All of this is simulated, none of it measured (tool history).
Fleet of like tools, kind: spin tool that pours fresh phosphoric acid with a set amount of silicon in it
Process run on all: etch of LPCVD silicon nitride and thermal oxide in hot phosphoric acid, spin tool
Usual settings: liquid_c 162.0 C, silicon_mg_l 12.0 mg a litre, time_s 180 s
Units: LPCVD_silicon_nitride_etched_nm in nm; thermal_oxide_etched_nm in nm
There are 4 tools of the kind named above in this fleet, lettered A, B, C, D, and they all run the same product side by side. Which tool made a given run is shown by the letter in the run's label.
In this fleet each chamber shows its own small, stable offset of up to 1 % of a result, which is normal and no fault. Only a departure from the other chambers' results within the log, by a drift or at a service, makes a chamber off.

run,hour,liquid_c,silicon_mg_l,time_s,"read-back film thickness of the LPCVD silicon nitride reference wafer, read on the same gauge (nm)","read-back film thickness of the thermal oxide reference wafer, read on the same gauge (nm)",LPCVD_silicon_nitride_etched_nm,thermal_oxide_etched_nm
1A,3.3,162.0,12.0,180,120.03,110.02,17.592,0.48938
2B,7.0,162.0,12.0,180,120.02,110.00,17.521,0.42291
3C,12.0,162.0,12.0,180,120.02,110.00,17.401,0.42048
4D,15.6,162.0,12.0,180,120.01,110.01,17.329,0.45063
5D,20.2,162.0,12.0,180,119.98,109.99,17.267,0.39831
6A,25.5,162.0,12.0,180,119.98,109.98,17.779,0.40325
7B,30.6,162.0,12.0,180,119.95,110.03,17.601,0.42141
8C,33.8,162.0,12.0,180,119.99,110.00,17.369,0.46061
9B,39.1,163.5,12.0,180,120.00,110.01,18.321,0.45191
10C,42.6,163.5,12.0,180,120.00,109.98,18.258,0.39991
11D,47.9,163.5,12.0,180,120.00,110.02,18.144,0.48200
12A,51.0,163.5,12.0,180,120.01,110.02,18.523,0.45554
13B,53.4,162.0,12.0,180,120.00,110.02,17.440,0.40940
14C,55.8,162.0,12.0,180,119.96,110.01,17.348,0.43442
15A,61.2,162.0,12.0,180,119.97,109.98,17.545,0.39101
16D,64.9,162.0,12.0,180,119.98,110.00,17.373,0.41924
17B,69.8,162.0,12.0,180,119.97,109.99,17.251,0.39055
18C,72.7,162.0,12.0,180,120.00,110.01,17.663,0.42716
19D,76.9,162.0,12.0,180,120.02,110.03,17.570,0.42893
20A,80.7,162.0,12.0,180,120.06,109.99,17.616,0.38935
21B,86.1,162.0,12.0,180,119.99,110.01,17.207,0.41548
22D,90.7,164.0,12.0,180,120.01,109.99,18.458,0.48052
23A,94.3,164.0,12.0,180,120.03,110.01,18.785,0.46728
# hour 97.0: chamber A: heated supply line repaired
24C,98.2,164.0,12.0,180,120.02,110.01,18.638,0.49227
25B,102.4,164.0,12.0,180,119.95,110.04,18.456,0.47791
26D,105.9,162.0,12.0,180,120.01,110.00,16.989,0.47027
27A,108.8,160.5,18.5,180,119.98,110.01,16.616,0.33194
28C,111.5,160.5,18.5,180,119.95,110.02,16.398,0.30315
29A,115.5,160.5,18.5,180,120.00,110.00,16.789,0.27072
30C,120.4,160.5,18.5,180,120.03,110.01,16.758,0.30471
31B,124.9,162.0,12.0,180,120.00,109.99,17.553,0.39200
32D,130.0,162.0,12.0,180,119.97,110.02,17.649,0.37103
33A,133.6,162.0,12.0,180,119.99,110.00,17.667,0.41737
34C,136.2,162.0,12.0,180,120.01,109.98,17.603,0.45354
35D,139.9,162.0,12.0,180,120.03,109.99,17.387,0.41073
36B,143.1,162.0,12.0,180,120.06,110.01,17.164,0.41791
37B,145.5,162.0,12.0,180,120.00,109.99,17.417,0.41710
38A,149.7,162.0,12.0,180,119.97,110.01,17.344,0.42923

Does one chamber stand apart from the rest, does the shared gauge drift, or is all well apart from small per-chamber offsets? Give the chamber and the most likely cause, where there is one.

No chamber stands off beyond its own small offset, and the gauge holds steady.
